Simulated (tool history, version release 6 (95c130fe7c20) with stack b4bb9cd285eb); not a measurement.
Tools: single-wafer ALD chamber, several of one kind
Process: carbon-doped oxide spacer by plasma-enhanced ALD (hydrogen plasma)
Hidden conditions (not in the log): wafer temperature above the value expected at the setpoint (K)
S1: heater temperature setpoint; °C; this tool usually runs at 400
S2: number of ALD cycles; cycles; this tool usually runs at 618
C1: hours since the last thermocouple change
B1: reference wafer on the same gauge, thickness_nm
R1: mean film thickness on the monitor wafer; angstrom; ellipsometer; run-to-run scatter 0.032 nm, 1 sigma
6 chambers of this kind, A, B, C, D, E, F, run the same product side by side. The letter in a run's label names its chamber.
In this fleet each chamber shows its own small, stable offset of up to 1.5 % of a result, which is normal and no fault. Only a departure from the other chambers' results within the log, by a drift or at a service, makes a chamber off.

Run 1F, hour 4.7: usual settings; C1 2207.6; B1 32.991. Result: R1 306.14 angstrom.
Run 2D, hour 9.3: usual settings; C1 434.1; B1 32.993. Result: R1 312.51 angstrom.
Run 3A, hour 12.0: usual settings; C1 510.2; B1 32.991. Result: R1 311.15 angstrom.
Run 4B, hour 16.1: usual settings; C1 1042.3; B1 32.986. Result: R1 307.94 angstrom.
Run 5E, hour 19.0: usual settings; C1 1531.3; B1 32.982. Result: R1 307.34 angstrom.
Run 6C, hour 23.0: usual settings; C1 716.8; B1 32.985. Result: R1 310.32 angstrom.
Run 7F, hour 25.7: usual settings; C1 2228.6; B1 32.971. Result: R1 306.53 angstrom.
Run 8E, hour 29.1: usual settings; C1 1541.4; B1 32.967. Result: R1 307.23 angstrom.
Run 9B, hour 33.6: usual settings; C1 1059.8; B1 32.963. Result: R1 307.53 angstrom.
Run 10D, hour 38.5: usual settings; C1 463.3; B1 32.962. Result: R1 312.93 angstrom.
Run 11A, hour 42.9: usual settings; C1 541.1; B1 32.961. Result: R1 311.26 angstrom.
Run 12C, hour 46.9: usual settings; C1 740.7; B1 32.961. Result: R1 310.44 angstrom.
Run 13E, hour 51.1: usual settings; C1 1563.4; B1 32.958. Result: R1 307.19 angstrom.
Run 14D, hour 53.2: usual settings; C1 478.0; B1 32.953. Result: R1 312.26 angstrom.
Run 15F, hour 57.7: usual settings; C1 2260.6; B1 32.943. Result: R1 306.06 angstrom.
Run 16C, hour 60.9: usual settings; C1 754.7; B1 32.946. Result: R1 310.37 angstrom.
Run 17A, hour 63.2: usual settings but S2 537 cycles; C1 561.4; B1 32.933. Result: R1 270.20 angstrom.
Run 18B, hour 67.5: usual settings but S2 537 cycles; C1 1093.7; B1 32.936. Result: R1 266.98 angstrom.
Run 19A, hour 71.3: usual settings but S2 537 cycles; C1 569.5; B1 32.928. Result: R1 269.38 angstrom.
Run 20C, hour 74.1: usual settings but S2 537 cycles; C1 767.9; B1 32.929. Result: R1 269.71 angstrom.
Run 21E, hour 76.4: usual settings but S2 537 cycles; C1 1588.7; B1 32.920. Result: R1 266.60 angstrom.
Run 22B, hour 79.5: usual settings but S2 537 cycles; C1 1105.7; B1 32.925. Result: R1 267.05 angstrom.
Run 23D, hour 82.4: usual settings; C1 507.2; B1 32.916. Result: R1 311.80 angstrom.
Run 24F, hour 87.1: usual settings; C1 2290.0; B1 32.910. Result: R1 306.27 angstrom.
Run 25A, hour 90.6: usual settings; C1 588.8; B1 32.914. Result: R1 310.83 angstrom.
Run 26C, hour 94.5: usual settings; C1 788.3; B1 32.902. Result: R1 310.13 angstrom.
Run 27D, hour 97.5: usual settings but S1 387 °C, S2 723 cycles; C1 522.3; B1 32.902. Result: R1 364.75 angstrom.
Run 28B, hour 101.2: usual settings but S1 387 °C, S2 723 cycles; C1 1127.4; B1 32.889. Result: R1 359.31 angstrom.
Run 29E, hour 105.4: usual settings but S1 387 °C, S2 723 cycles; C1 1617.7; B1 32.891. Result: R1 358.70 angstrom.
At hour 109.3: chamber F: thermocouple changed; heater temperature recalibrated.
Run 30F, hour 110.1: usual settings but S1 387 °C, S2 723 cycles; C1 0.8; B1 32.894. Result: R1 358.02 angstrom.
Run 31E, hour 113.8: usual settings but S1 387 °C, S2 723 cycles; C1 1626.1; B1 32.884. Result: R1 358.69 angstrom.
Run 32C, hour 118.0: usual settings but S1 387 °C, S2 723 cycles; C1 811.8; B1 32.881. Result: R1 362.43 angstrom.
Run 33B, hour 120.4: usual settings; C1 1146.6; B1 32.890. Result: R1 306.91 angstrom.
Run 34D, hour 124.2: usual settings but S1 406 °C; C1 549.0; B1 32.881. Result: R1 306.52 angstrom.
Run 35F, hour 127.1: usual settings but S1 406 °C; C1 17.8; B1 32.866. Result: R1 300.24 angstrom.
Run 36A, hour 129.4: usual settings but S1 406 °C; C1 627.6; B1 32.873. Result: R1 304.97 angstrom.
Run 37B, hour 134.2: usual settings but S1 406 °C; C1 1160.4; B1 32.862. Result: R1 301.53 angstrom.

Which is it: a chamber that has drifted or been left off by a service, a gauge drift common to all chambers, or only each chamber's usual small offset? If a chamber is off, name it and its likeliest cause.

No chamber is off; the gauge reading every chamber's wafers drifts, which makes the whole fleet appear to move together.
Most likely cause: gauge reads low (%) = 0.422.
